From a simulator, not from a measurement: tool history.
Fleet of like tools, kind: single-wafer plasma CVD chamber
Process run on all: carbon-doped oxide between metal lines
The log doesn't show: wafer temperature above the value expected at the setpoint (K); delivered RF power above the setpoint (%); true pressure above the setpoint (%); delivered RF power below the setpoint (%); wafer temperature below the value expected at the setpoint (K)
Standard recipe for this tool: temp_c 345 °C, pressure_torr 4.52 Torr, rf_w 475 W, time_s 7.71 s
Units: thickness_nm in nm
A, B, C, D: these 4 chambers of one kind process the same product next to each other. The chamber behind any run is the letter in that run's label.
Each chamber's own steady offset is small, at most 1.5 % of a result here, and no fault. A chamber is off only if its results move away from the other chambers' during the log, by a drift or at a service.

run	day	temp_c	pressure_torr	rf_w	time_s	hours since the last thermocouple change	hours since the last RF generator calibration	hours since the last manometer calibration	read-back reference wafer on the same gauge, thickness_nm	thickness_nm
# day 0.079: chamber B: RF generator calibrated
1C	0.242	345	4.52	475	7.71	884.0	1106.0	1077.4	39.119	39.033
2B	0.467	345	4.52	475	7.71	1729.3	9.4	182.7	39.123	39.558
3D	0.646	345	4.52	475	7.71	2494.3	67.2	456.8	39.150	39.045
4A	0.779	345	4.52	475	7.71	1696.0	1971.1	1488.6	39.135	39.171
5D	0.900	345	4.52	475	7.71	2500.4	73.3	462.9	39.152	38.959
6A	1.125	345	5.11	475	7.71	1704.3	1979.4	1496.9	39.151	39.923
7C	1.288	345	5.11	475	7.71	909.1	1131.1	1102.5	39.172	39.827
8B	1.517	345	5.11	475	7.71	1754.5	34.6	207.9	39.187	40.300
# day 1.679: chamber A: RF generator calibrated
9A	1.721	345	5.11	475	7.71	1718.6	1.0	1511.2	39.182	39.989
10B	1.938	345	4.52	475	7.71	1764.6	44.7	218.0	39.202	39.634
11D	2.171	345	4.52	475	7.71	2530.9	103.8	493.4	39.219	38.991
12C	2.325	345	4.52	475	7.71	934.0	1156.0	1127.4	39.213	39.122
13C	2.529	345	4.52	475	7.71	938.9	1160.9	1132.3	39.224	39.283
14B	2.750	345	4.52	475	7.71	1784.1	64.2	237.5	39.238	39.676
15A	2.888	345	4.52	475	7.71	1746.6	29.0	1539.2	39.261	39.300
16D	3.104	345	4.52	475	7.71	2553.3	126.2	515.8	39.260	39.106
17D	3.292	345	4.52	475	7.71	2557.8	130.7	520.3	39.268	39.087
18C	3.446	345	4.52	475	7.71	960.9	1182.9	1154.3	39.282	39.229
# day 3.575: chamber C: capacitance manometer re-zeroed and calibrated
19B	3.675	345	4.52	475	7.71	1806.3	86.4	259.7	39.286	39.760
20A	3.846	345	4.52	475	7.71	1769.6	52.0	1562.2	39.296	39.389
21B	4.017	345	4.52	475	7.71	1814.5	94.6	267.9	39.313	39.740
22A	4.179	345	4.52	475	7.71	1777.6	60.0	1570.2	39.303	39.386
23D	4.417	345	4.52	475	7.71	2584.8	157.7	547.3	39.322	39.038
24C	4.604	345	4.52	475	7.71	988.7	1210.7	24.8	39.333	39.423
25C	4.725	345	4.52	475	7.71	991.6	1213.6	27.7	39.344	39.388

Which is it: a chamber that has drifted or been left off by a service, a gauge drift common to all chambers, or only each chamber's usual small offset? If a chamber is off, name it and its likeliest cause.

It is the gauge, not a chamber: its drift shows up in every chamber's results at once, and no chamber is off.
Cause: gauge reads high (%) = 0.634.

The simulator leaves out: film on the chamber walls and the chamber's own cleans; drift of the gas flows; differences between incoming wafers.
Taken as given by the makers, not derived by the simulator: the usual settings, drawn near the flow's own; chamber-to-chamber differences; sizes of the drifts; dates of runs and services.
